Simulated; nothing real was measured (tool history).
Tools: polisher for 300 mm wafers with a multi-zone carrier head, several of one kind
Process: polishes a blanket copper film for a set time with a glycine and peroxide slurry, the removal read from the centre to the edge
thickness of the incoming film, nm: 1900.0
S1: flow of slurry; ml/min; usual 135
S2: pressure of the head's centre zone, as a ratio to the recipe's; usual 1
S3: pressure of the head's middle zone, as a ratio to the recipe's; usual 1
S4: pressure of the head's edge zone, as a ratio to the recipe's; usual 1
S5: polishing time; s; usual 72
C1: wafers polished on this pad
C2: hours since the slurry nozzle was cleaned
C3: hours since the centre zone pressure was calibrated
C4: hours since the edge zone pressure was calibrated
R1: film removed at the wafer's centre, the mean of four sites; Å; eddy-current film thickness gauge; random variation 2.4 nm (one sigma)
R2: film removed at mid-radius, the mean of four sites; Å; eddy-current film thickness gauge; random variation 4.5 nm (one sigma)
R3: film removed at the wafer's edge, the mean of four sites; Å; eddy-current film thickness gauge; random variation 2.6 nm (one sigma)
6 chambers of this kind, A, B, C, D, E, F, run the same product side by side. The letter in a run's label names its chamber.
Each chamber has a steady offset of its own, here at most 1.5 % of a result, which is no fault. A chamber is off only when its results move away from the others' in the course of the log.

run,hour,S1,S2,S3,S4,S5,C1,C2,C3,C4,R1,R2,R3
# hour 0.1: chamber E: slurry nozzle cleaned
1A,6.6,135,1,1,1,72,629,378,775.4,376.8,3378.3,3296.4,3410.7
# hour 8: chamber C: worn pad replaced by a new one
2C,14.9,135,1,1,1,72,42,440.7,525.4,52.4,3347.7,3293.8,3333.3
3D,22.3,135,1,1,1,72,221,198.2,258.7,515.4,3452.7,3381.6,3382.7
# hour 25.5: chamber F: worn pad replaced by a new one
4F,28.4,135,1,1,1,72,17,239.4,119.8,470.4,3327.4,3333.3,3375.9
# hour 34.7: chamber A: worn pad replaced by a new one
5B,36.6,135,1,1,1,72,1353,483.1,115.3,626.8,3346.9,3363.9,3349.9
6E,43.8,135,1,1,1,72,267,43.7,819,445.2,3385.9,3409,3369.6
7E,55.1,135,1,1.04,1,72,336,55,830.3,456.5,3386.1,3515.4,3364.2
8F,61.4,135,1,1.04,1,72,219,272.4,152.8,503.4,3344.6,3497.8,3332.3
9A,69.3,135,1,1.04,1,72,211,440.7,838.1,439.5,3340.3,3556.4,3383
10B,81.2,135,1,1.04,1,72,1625,527.7,159.9,671.4,3360.2,3484,3371.3
# hour 81.7: chamber B: worn pad replaced by a new one
11D,90.4,135,1,1.04,1,72,637,266.3,326.8,583.5,3384.3,3594.3,3366.3
12C,97.4,135,1,1.04,1,72,546,523.2,607.9,134.9,3350.9,3514.3,3362.5
13A,103.5,135,1,1,1,72,420,474.9,872.3,473.7,3354.7,3420.9,3343.1
# hour 106.9: chamber F: slurry nozzle cleaned
14E,110.8,135,1,1,1,72,677,110.7,886,512.2,3370.4,3324.1,3353.1
15B,117.2,165,0.88,1,1,72,217,563.7,195.9,707.4,3036.9,3508,3409.5
16C,125.2,165,0.88,1,1,72,715,551,635.7,162.7,3067.4,3516.9,3426.3
# hour 131: chamber E: worn pad replaced by a new one
17D,133.3,165,0.88,1,1,72,899,309.2,369.7,626.4,3102.8,3554.1,3449
18F,143.9,165,0.88,1,1,72,723,37,235.3,585.9,3066.5,3492.7,3476
19E,151.5,165,0.88,1,1,72,125,151.4,926.7,552.9,3087.6,3512.3,3425.3
20A,158.3,165,0.88,1,1,72,755,529.7,927.1,528.5,3038,3423.9,3395.3
# hour 160.5: chamber B: slurry nozzle cleaned
21F,168.2,135,1,1,1,72,871,61.3,259.6,610.2,3350,3323.7,3393
# hour 172.5: chamber F: worn pad replaced by a new one
# hour 173.8: chamber A: worn pad replaced by a new one
22D,180.2,135,1,0.94,1,72,1185,356.1,416.6,673.3,3419,3224.7,3395.7
# hour 186.3: chamber C: worn pad replaced by a new one
23B,190.7,135,1,0.94,1,72,666,30.3,269.4,780.9,3363.4,3173.2,3338.2
24C,202,135,1,0.94,1,72,96,627.8,712.5,239.5,3364.9,3161.4,3379.1
# hour 204.6: chamber A: centre zone pressure recalibrated
# hour 205.9: chamber D: worn pad replaced by a new one
25E,211.2,135,1,0.94,1,72,489,211.1,986.4,612.6,3360.9,3232.3,3360.8
26D,223.2,135,1,0.94,1,72,105,399.1,459.6,716.3,3427.3,3199.4,3392.3
27F,231.1,135,1,0.94,1,72,358,124.2,322.5,673.1,3351.6,3086.2,3359.1
28A,242.4,135,1,1,1,72,419,613.8,37.9,612.6,3223.8,3160.1,3247.1
29C,252.3,135,1,1,1,72,403,678.1,762.8,289.8,3385,3356.1,3357.7
30B,259.8,135,0.92,0.9,1,72,1087,99.4,338.5,850,3039.6,3070,3311
# hour 260.4: chamber E: worn pad replaced by a new one
# hour 269.9: chamber C: centre zone pressure recalibrated
# hour 270.5: chamber B: edge zone pressure recalibrated
31A,270.8,135,0.92,0.9,1,72,592,642.2,66.3,641,2924.2,2901.8,3324.6
# hour 279.6: chamber E: slurry nozzle cleaned
32E,280.2,135,0.92,0.9,1,72,121,0.7,1055.4,681.6,3081.4,3077.5,3369.2
33F,286.5,135,0.92,0.9,1,72,696,179.6,377.9,728.5,3053.1,3054.1,3380.9
# hour 292.2: chamber A: edge zone pressure recalibrated
34D,294.5,135,0.92,0.9,1,72,541,470.4,530.9,787.6,3100.6,3122.3,3428.3
35B,302.8,135,0.92,0.9,1,72,1350,142.4,381.5,32.4,3068.1,3100.1,3338.4
# hour 307: chamber A: worn pad replaced by a new one
36C,311.3,135,1,1,1,72,763,737.1,41.4,348.8,3358.1,3345.9,3336
# hour 313.5: chamber F: worn pad replaced by a new one
37B,317.1,135,1,1,1.11,72,1437,156.7,395.8,46.7,3335.7,3321.5,3561.2
38E,329.2,135,1,1,1.11,72,420,49.7,1104.4,730.6,3370.1,3383.5,3574.7
39A,335.1,135,1,1,1.11,72,172,706.5,130.6,42.9,3147.3,3151.6,3424.6
# hour 342.3: chamber C: slurry nozzle cleaned
40D,345.4,135,1,1,1.11,72,851,521.3,581.8,838.5,3403.4,3479.2,3569.9
# hour 351.7: chamber C: worn pad replaced by a new one
41F,351.7,135,1,1,1.11,72,233,244.8,443.1,793.7,3333.1,3330.9,3555.6
42C,357.5,135,1,1,1.11,72,35,15.3,87.6,395,3407.7,3391.9,3515.9

What goes on in this fleet: one chamber off, a drifting gauge, or nothing beyond the chambers' own small offsets? Name the chamber and the cause, if any.

Chamber A drifts away from the others.
Cause: slurry flow missing at the pad, % = 28.

Here are 4 candidates for chamber A's next run, each the usual settings with a change, their results left as question marks. Which one brings its results back in line with what the others give on the usual settings?
In line means no further than this from the other chambers' mean on the usual settings: R1 84 Å; R2 160 Å; R3 90 Å
43A-1,366.3,130,0.98,0.98,1.02,68,,,,,?,?,?
43A-2,366.3,130,0.99,0.99,1.01,70,,,,,?,?,?
43A-3,366.3,140,1.01,1.01,0.99,74,,,,,?,?,?
43A-4,366.3,140,1.02,1.02,0.98,76,,,,,?,?,?

The other chambers' mean on the usual settings: R1 3367.8 Å; R2 3372.2 Å; R3 3358.3 Å
run,R1,R2,R3
43A-1,2803.7,2866.2,3036.6
43A-2,2918.5,2978.4,3109.3
43A-3,3231.4,3276.1,3298.4
43A-4,3354.8,3395.6,3369.1
43A-4 brings the chamber back in line.
